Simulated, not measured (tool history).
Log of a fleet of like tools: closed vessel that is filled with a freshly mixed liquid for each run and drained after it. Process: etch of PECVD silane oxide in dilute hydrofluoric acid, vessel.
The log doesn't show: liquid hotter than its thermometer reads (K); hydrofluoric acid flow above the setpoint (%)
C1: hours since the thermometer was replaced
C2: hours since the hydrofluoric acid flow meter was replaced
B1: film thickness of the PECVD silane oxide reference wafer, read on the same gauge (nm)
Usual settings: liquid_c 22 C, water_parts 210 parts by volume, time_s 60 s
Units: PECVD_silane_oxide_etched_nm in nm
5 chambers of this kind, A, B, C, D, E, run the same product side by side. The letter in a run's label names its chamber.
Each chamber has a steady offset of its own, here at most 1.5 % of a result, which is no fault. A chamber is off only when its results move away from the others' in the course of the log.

run 1E hour=12.6 | liquid_c=22 water_parts=210 time_s=60 | C1=923.3 C2=256.7 | B1=40.003 | PECVD_silane_oxide_etched_nm=7.5077
run 2C hour=19.5 | liquid_c=22 water_parts=210 time_s=60 | C1=206.5 C2=1080.9 | B1=39.975 | PECVD_silane_oxide_etched_nm=7.6372
run 3A hour=28.6 | liquid_c=22 water_parts=210 time_s=60 | C1=583.4 C2=1938 | B1=40.001 | PECVD_silane_oxide_etched_nm=7.6647
run 4B hour=37.3 | liquid_c=22 water_parts=210 time_s=60 | C1=490.1 C2=181.6 | B1=40.005 | PECVD_silane_oxide_etched_nm=7.5155
run 5D hour=45.3 | liquid_c=22 water_parts=210 time_s=60 | C1=1438.2 C2=233.7 | B1=39.995 | PECVD_silane_oxide_etched_nm=7.5761
run 6D hour=55.2 | liquid_c=22 water_parts=210 time_s=60 | C1=1448.1 C2=243.6 | B1=39.994 | PECVD_silane_oxide_etched_nm=7.5985
run 7C hour=66.5 | liquid_c=22 water_parts=210 time_s=60 | C1=253.5 C2=1127.9 | B1=40.024 | PECVD_silane_oxide_etched_nm=7.6321
run 8B hour=74.1 | liquid_c=22 water_parts=210 time_s=60 | C1=526.9 C2=218.4 | B1=40.01 | PECVD_silane_oxide_etched_nm=7.7089
run 9E hour=81.3 | liquid_c=19.5 water_parts=210 time_s=50 | C1=992 C2=325.4 | B1=39.983 | PECVD_silane_oxide_etched_nm=5.6494
run 10A hour=91 | liquid_c=19.5 water_parts=210 time_s=50 | C1=645.8 C2=2000.4 | B1=40.019 | PECVD_silane_oxide_etched_nm=5.7657
run 11E hour=102.4 | liquid_c=19.5 water_parts=210 time_s=50 | C1=1013.1 C2=346.5 | B1=39.997 | PECVD_silane_oxide_etched_nm=5.6977
run 12B hour=110.5 | liquid_c=19.5 water_parts=210 time_s=50 | C1=563.3 C2=254.8 | B1=39.972 | PECVD_silane_oxide_etched_nm=5.7061
run 13A hour=124.3 | liquid_c=19.5 water_parts=210 time_s=50 | C1=679.1 C2=2033.7 | B1=39.988 | PECVD_silane_oxide_etched_nm=5.7748
run 14D hour=132.7 | liquid_c=17.5 water_parts=170 time_s=60 | C1=1525.6 C2=321.1 | B1=40.037 | PECVD_silane_oxide_etched_nm=8.1439
run 15C hour=144.2 | liquid_c=17.5 water_parts=170 time_s=60 | C1=331.2 C2=1205.6 | B1=40.022 | PECVD_silane_oxide_etched_nm=8.1368
run 16D hour=151.7 | liquid_c=17.5 water_parts=170 time_s=60 | C1=1544.6 C2=340.1 | B1=40.007 | PECVD_silane_oxide_etched_nm=8.1638
run 17B hour=161.8 | liquid_c=17.5 water_parts=170 time_s=60 | C1=614.6 C2=306.1 | B1=39.98 | PECVD_silane_oxide_etched_nm=8.1699
run 18E hour=171.8 | liquid_c=17.5 water_parts=170 time_s=60 | C1=1082.5 C2=415.9 | B1=40.008 | PECVD_silane_oxide_etched_nm=8.3067
run 19C hour=181.5 | liquid_c=17.5 water_parts=210 time_s=30 | C1=368.5 C2=1242.9 | B1=39.998 | PECVD_silane_oxide_etched_nm=3.2573
run 20A hour=195.9 | liquid_c=17.5 water_parts=210 time_s=30 | C1=750.7 C2=2105.3 | B1=39.985 | PECVD_silane_oxide_etched_nm=3.2377
run 21A hour=205.1 | liquid_c=17.5 water_parts=210 time_s=30 | C1=759.9 C2=2114.5 | B1=40.007 | PECVD_silane_oxide_etched_nm=3.1797
run 22B hour=219.4 | liquid_c=17.5 water_parts=210 time_s=30 | C1=672.2 C2=363.7 | B1=40.017 | PECVD_silane_oxide_etched_nm=3.1799
run 23C hour=227.5 | liquid_c=17.5 water_parts=210 time_s=30 | C1=414.5 C2=1288.9 | B1=40.002 | PECVD_silane_oxide_etched_nm=3.211
run 24E hour=239.3 | liquid_c=22 water_parts=210 time_s=60 | C1=1150 C2=483.4 | B1=40.007 | PECVD_silane_oxide_etched_nm=7.6859
-- hour=245.6 chamber D: hydrofluoric acid flow meter replaced
run 25D hour=249.4 | liquid_c=24.5 water_parts=280 time_s=60 | C1=1642.3 C2=3.8 | B1=39.995 | PECVD_silane_oxide_etched_nm=5.9137
run 26E hour=258.6 | liquid_c=24.5 water_parts=280 time_s=60 | C1=1169.3 C2=502.7 | B1=40.012 | PECVD_silane_oxide_etched_nm=5.9093
run 27A hour=269 | liquid_c=24.5 water_parts=280 time_s=60 | C1=823.8 C2=2178.4 | B1=39.991 | PECVD_silane_oxide_etched_nm=5.7909
run 28D hour=283.2 | liquid_c=24.5 water_parts=280 time_s=60 | C1=1676.1 C2=37.6 | B1=39.967 | PECVD_silane_oxide_etched_nm=5.8467
run 29B hour=294.8 | liquid_c=24.5 water_parts=280 time_s=60 | C1=747.6 C2=439.1 | B1=40.013 | PECVD_silane_oxide_etched_nm=5.8095
run 30C hour=303.7 | liquid_c=22 water_parts=210 time_s=60 | C1=490.7 C2=1365.1 | B1=40.004 | PECVD_silane_oxide_etched_nm=7.7212
run 31C hour=317.6 | liquid_c=22 water_parts=210 time_s=60 | C1=504.6 C2=1379 | B1=40.011 | PECVD_silane_oxide_etched_nm=7.6497
run 32D hour=330.7 | liquid_c=22 water_parts=210 time_s=60 | C1=1723.6 C2=85.1 | B1=39.996 | PECVD_silane_oxide_etched_nm=7.5589
run 33E hour=341.8 | liquid_c=22 water_parts=210 time_s=60 | C1=1252.5 C2=585.9 | B1=40.009 | PECVD_silane_oxide_etched_nm=7.9754
run 34B hour=356.6 | liquid_c=22 water_parts=210 time_s=60 | C1=809.4 C2=500.9 | B1=39.967 | PECVD_silane_oxide_etched_nm=7.6461

Next, every chamber runs the same settings. What will each give?
run 35A hour=367.6 | liquid_c=22 water_parts=210 time_s=60 | PECVD_silane_oxide_etched_nm=?
run 35B hour=367.6 | liquid_c=22 water_parts=210 time_s=60 | PECVD_silane_oxide_etched_nm=?
run 35C hour=367.6 | liquid_c=22 water_parts=210 time_s=60 | PECVD_silane_oxide_etched_nm=?
run 35D hour=367.6 | liquid_c=22 water_parts=210 time_s=60 | PECVD_silane_oxide_etched_nm=?
run 35E hour=367.6 | liquid_c=22 water_parts=210 time_s=60 | PECVD_silane_oxide_etched_nm=?

run=35A PECVD_silane_oxide_etched_nm=7.6214
run=35B PECVD_silane_oxide_etched_nm=7.5394
run=35C PECVD_silane_oxide_etched_nm=7.6211
run=35D PECVD_silane_oxide_etched_nm=7.6623
run=35E PECVD_silane_oxide_etched_nm=7.9371
